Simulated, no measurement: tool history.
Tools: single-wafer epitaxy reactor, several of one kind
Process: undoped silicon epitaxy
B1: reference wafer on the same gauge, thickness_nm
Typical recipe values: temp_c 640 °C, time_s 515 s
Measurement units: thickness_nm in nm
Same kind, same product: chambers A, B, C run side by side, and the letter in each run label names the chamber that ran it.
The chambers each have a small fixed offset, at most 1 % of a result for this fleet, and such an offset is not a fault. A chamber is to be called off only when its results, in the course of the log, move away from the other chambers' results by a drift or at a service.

run 1C day=0.229 | temp_c=640 time_s=515 | B1=75.205 | thickness_nm=69.803
run 2B day=0.483 | temp_c=640 time_s=515 | B1=75.218 | thickness_nm=69.882
run 3A day=0.708 | temp_c=640 time_s=515 | B1=75.184 | thickness_nm=69.770
run 4A day=0.846 | temp_c=640 time_s=515 | B1=75.201 | thickness_nm=69.523
run 5C day=1.029 | temp_c=640 time_s=515 | B1=75.234 | thickness_nm=69.869
run 6B day=1.196 | temp_c=640 time_s=515 | B1=75.166 | thickness_nm=69.535
run 7C day=1.379 | temp_c=627 time_s=437 | B1=75.174 | thickness_nm=44.124
run 8B day=1.496 | temp_c=627 time_s=437 | B1=75.248 | thickness_nm=44.076
run 9A day=1.742 | temp_c=627 time_s=437 | B1=75.136 | thickness_nm=43.969
run 10B day=1.921 | temp_c=640 time_s=515 | B1=75.217 | thickness_nm=69.612
run 11C day=2.154 | temp_c=640 time_s=515 | B1=75.203 | thickness_nm=69.414
run 12A day=2.412 | temp_c=640 time_s=515 | B1=75.277 | thickness_nm=69.291
run 13C day=2.671 | temp_c=640 time_s=515 | B1=75.210 | thickness_nm=69.635
run 14A day=2.817 | temp_c=640 time_s=611 | B1=75.214 | thickness_nm=82.387
run 15B day=3.004 | temp_c=640 time_s=611 | B1=75.237 | thickness_nm=83.162
run 16B day=3.138 | temp_c=640 time_s=611 | B1=75.137 | thickness_nm=82.458
run 17A day=3.333 | temp_c=640 time_s=515 | B1=75.210 | thickness_nm=69.631
run 18C day=3.479 | temp_c=640 time_s=515 | B1=75.209 | thickness_nm=69.411
run 19A day=3.688 | temp_c=640 time_s=515 | B1=75.200 | thickness_nm=69.571
run 20C day=3.854 | temp_c=640 time_s=515 | B1=75.206 | thickness_nm=69.720
run 21B day=4.017 | temp_c=640 time_s=515 | B1=75.262 | thickness_nm=69.236
-- day=4.221 chamber B: pyrometer calibrated
run 22B day=4.233 | temp_c=640 time_s=515 | B1=75.219 | thickness_nm=72.117
run 23C day=4.371 | temp_c=640 time_s=515 | B1=75.177 | thickness_nm=69.193
run 24A day=4.638 | temp_c=640 time_s=424 | B1=75.161 | thickness_nm=57.002
run 25B day=4.783 | temp_c=640 time_s=424 | B1=75.274 | thickness_nm=58.759
run 26A day=5.004 | temp_c=640 time_s=424 | B1=75.222 | thickness_nm=57.347
run 27C day=5.254 | temp_c=640 time_s=515 | B1=75.215 | thickness_nm=69.732
run 28A day=5.408 | temp_c=640 time_s=515 | B1=75.252 | thickness_nm=69.292
run 29B day=5.617 | temp_c=640 time_s=515 | B1=75.189 | thickness_nm=71.789
-- day=5.625 chamber C: pyrometer calibrated
run 30C day=5.871 | temp_c=640 time_s=478 | B1=75.232 | thickness_nm=64.758
run 31A day=6.100 | temp_c=640 time_s=478 | B1=75.213 | thickness_nm=64.309
run 32C day=6.333 | temp_c=640 time_s=478 | B1=75.125 | thickness_nm=64.680
run 33B day=6.496 | temp_c=640 time_s=515 | B1=75.213 | thickness_nm=71.626
run 34C day=6.729 | temp_c=640 time_s=515 | B1=75.201 | thickness_nm=69.751

Is one chamber off against the others, does the gauge drift, or is nothing wrong? If a chamber is off, say which, and what the likeliest cause is.

Chamber B came out of a service off from its peers and stayed that way.
What lies behind it: wafer temperature above the value expected at the setpoint (K) = 1.31.

Here are 4 candidates for chamber B's next run, each the usual settings with a change, their results left as question marks. Which one brings its results back in line with what the others give on the usual settings?
Counts as in line when no further than this from what the other chambers average on the usual settings: thickness_nm 0.930 nm
run 35B-1 day=6.925 | temp_c=642 time_s=521 | thickness_nm=?
run 35B-2 day=6.925 | temp_c=640 time_s=488 | thickness_nm=?
run 35B-3 day=6.925 | temp_c=640 time_s=501 | thickness_nm=?
run 35B-4 day=6.925 | temp_c=640 time_s=529 | thickness_nm=?

Usual-settings mean across the other chambers: thickness_nm 69.618 nm
run=35B-1 thickness_nm=75.850
run=35B-2 thickness_nm=67.954
run=35B-3 thickness_nm=69.764
run=35B-4 thickness_nm=73.663
35B-3 puts the chamber back in line with the other chambers.
